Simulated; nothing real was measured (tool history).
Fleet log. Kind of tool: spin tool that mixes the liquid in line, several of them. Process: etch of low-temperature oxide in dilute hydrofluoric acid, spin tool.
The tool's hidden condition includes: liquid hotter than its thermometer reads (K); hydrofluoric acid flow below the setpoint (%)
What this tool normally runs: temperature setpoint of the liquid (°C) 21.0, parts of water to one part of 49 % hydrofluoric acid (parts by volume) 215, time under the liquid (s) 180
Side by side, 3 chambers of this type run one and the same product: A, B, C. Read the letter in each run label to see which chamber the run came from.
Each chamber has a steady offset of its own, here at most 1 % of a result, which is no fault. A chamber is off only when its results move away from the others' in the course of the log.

| run | day | temperature setpoint of the liquid (°C) | parts of water to one part of 49 % hydrofluoric acid (parts by volume) | time under the liquid (s) | hours since the thermometer was replaced | hours since the hydrofluoric acid flow meter was replaced | read-back film thickness of the low-temperature oxide reference wafer, read on the same gauge (nm) | thickness taken off the low-temperature oxide on a monitor wafer (Å) |
|---|---|---|---|---|---|---|---|---|
| 1A | 0.279 | 21.0 | 215 | 180 | 668.0 | 1554.3 | 110.00 | 114.650 |
| 2C | 0.758 | 21.0 | 215 | 180 | 1288.9 | 836.6 | 109.99 | 114.930 |
| 3B | 1.067 | 21.0 | 215 | 180 | 1071.1 | 144.8 | 110.00 | 114.520 |
| 4C | 1.346 | 21.0 | 215 | 180 | 1303.0 | 850.7 | 109.99 | 114.660 |
| 5B | 1.662 | 21.0 | 215 | 180 | 1085.4 | 159.1 | 110.00 | 114.580 |
| 6A | 1.975 | 21.0 | 215 | 180 | 708.7 | 1595.0 | 110.00 | 114.330 |
| 7A | 2.333 | 21.0 | 215 | 180 | 717.3 | 1603.6 | 110.00 | 114.850 |
| 8B | 2.754 | 21.0 | 215 | 180 | 1111.6 | 185.3 | 110.00 | 113.940 |
| 9C | 2.996 | 21.0 | 215 | 180 | 1342.6 | 890.3 | 110.03 | 114.030 |
| 10B | 3.250 | 21.0 | 215 | 180 | 1123.5 | 197.2 | 110.00 | 113.790 |
| 11A | 3.496 | 21.0 | 215 | 180 | 745.2 | 1631.5 | 110.02 | 115.590 |
| 12C | 3.792 | 21.0 | 215 | 180 | 1361.7 | 909.4 | 109.99 | 114.560 |
| 13A | 4.217 | 21.0 | 215 | 180 | 762.5 | 1648.8 | 110.02 | 115.280 |
| 14C | 4.492 | 19.0 | 180 | 180 | 1378.5 | 926.2 | 110.01 | 131.210 |
| 15B | 4.925 | 19.0 | 180 | 180 | 1163.7 | 237.4 | 110.00 | 132.370 |
| 16C | 5.354 | 19.0 | 180 | 180 | 1399.2 | 946.9 | 110.00 | 131.130 |
| 17B | 5.592 | 21.0 | 215 | 180 | 1179.7 | 253.4 | 109.96 | 114.700 |
| 18A | 5.925 | 21.0 | 215 | 180 | 803.5 | 1689.8 | 110.02 | 116.800 |
| 19B | 6.192 | 21.0 | 215 | 180 | 1194.1 | 267.8 | 110.02 | 114.890 |
| 20A | 6.525 | 21.0 | 215 | 75 | 817.9 | 1704.2 | 110.02 | 48.317 |
| 21C | 6.958 | 21.0 | 215 | 75 | 1437.7 | 985.4 | 110.01 | 47.539 |
|  | 7.242 | chamber A: hydrofluoric acid flow meter replaced |
| 22A | 7.312 | 21.0 | 215 | 75 | 836.8 | 1.8 | 109.97 | 48.965 |
| 23B | 7.667 | 21.0 | 250 | 125 | 1229.5 | 303.2 | 109.98 | 65.614 |
| 24C | 7.992 | 21.0 | 250 | 125 | 1462.5 | 1010.2 | 110.00 | 66.468 |
| 25B | 8.375 | 21.0 | 250 | 125 | 1246.5 | 320.2 | 109.99 | 65.837 |
| 26A | 8.812 | 21.0 | 215 | 180 | 872.8 | 37.8 | 109.98 | 117.990 |
| 27C | 9.079 | 21.0 | 215 | 180 | 1488.6 | 1036.3 | 109.97 | 114.990 |
| 28A | 9.362 | 21.0 | 215 | 180 | 886.0 | 51.0 | 110.01 | 118.060 |
| 29B | 9.750 | 22.5 | 215 | 180 | 1279.5 | 353.2 | 110.00 | 121.450 |
| 30C | 10.033 | 22.5 | 215 | 180 | 1511.5 | 1059.2 | 110.03 | 121.930 |
| 31A | 10.454 | 22.5 | 215 | 180 | 912.2 | 77.2 | 110.00 | 125.790 |
| 32C | 10.838 | 21.0 | 215 | 180 | 1530.8 | 1078.5 | 110.02 | 114.570 |
| 33B | 11.088 | 21.0 | 215 | 180 | 1311.6 | 385.3 | 110.00 | 113.940 |
| 34B | 11.554 | 21.0 | 215 | 180 | 1322.8 | 396.5 | 110.00 | 115.530 |
| 35A | 12.029 | 25.5 | 260 | 180 | 950.0 | 115.0 | 110.01 | 110.760 |
| 36C | 12.438 | 25.5 | 260 | 180 | 1569.2 | 1116.9 | 110.00 | 107.300 |
| 37A | 12.804 | 25.5 | 260 | 180 | 968.6 | 133.6 | 109.99 | 111.390 |
| 38C | 13.225 | 21.0 | 215 | 180 | 1588.1 | 1135.8 | 109.97 | 115.450 |
| 39B | 13.612 | 21.0 | 215 | 180 | 1372.2 | 445.9 | 110.01 | 114.840 |
| 40B | 14.092 | 21.0 | 215 | 180 | 1383.7 | 457.4 | 109.98 | 114.010 |
| 41A | 14.521 | 21.0 | 215 | 180 | 1009.8 | 174.8 | 110.02 | 120.120 |
| 42C | 14.979 | 21.0 | 215 | 180 | 1630.2 | 1177.9 | 110.01 | 114.650 |
| 43C | 15.375 | 21.0 | 215 | 180 | 1639.7 | 1187.4 | 109.99 | 113.750 |
| 44B | 15.700 | 21.0 | 215 | 180 | 1422.3 | 496.0 | 110.01 | 114.750 |

Each of the 3 chambers runs these same settings next. Fill in every chamber's results:
| 45A | 16.058 | 21.0 | 125 | 180 |  |  |  | ? |
| 45B | 16.058 | 21.0 | 125 | 180 |  |  |  | ? |
| 45C | 16.058 | 21.0 | 125 | 180 |  |  |  | ? |

| run | thickness taken off the low-temperature oxide on a monitor wafer (Å) |
|---|---|
| 45A | 226.060 |
| 45B | 219.250 |
| 45C | 215.180 |

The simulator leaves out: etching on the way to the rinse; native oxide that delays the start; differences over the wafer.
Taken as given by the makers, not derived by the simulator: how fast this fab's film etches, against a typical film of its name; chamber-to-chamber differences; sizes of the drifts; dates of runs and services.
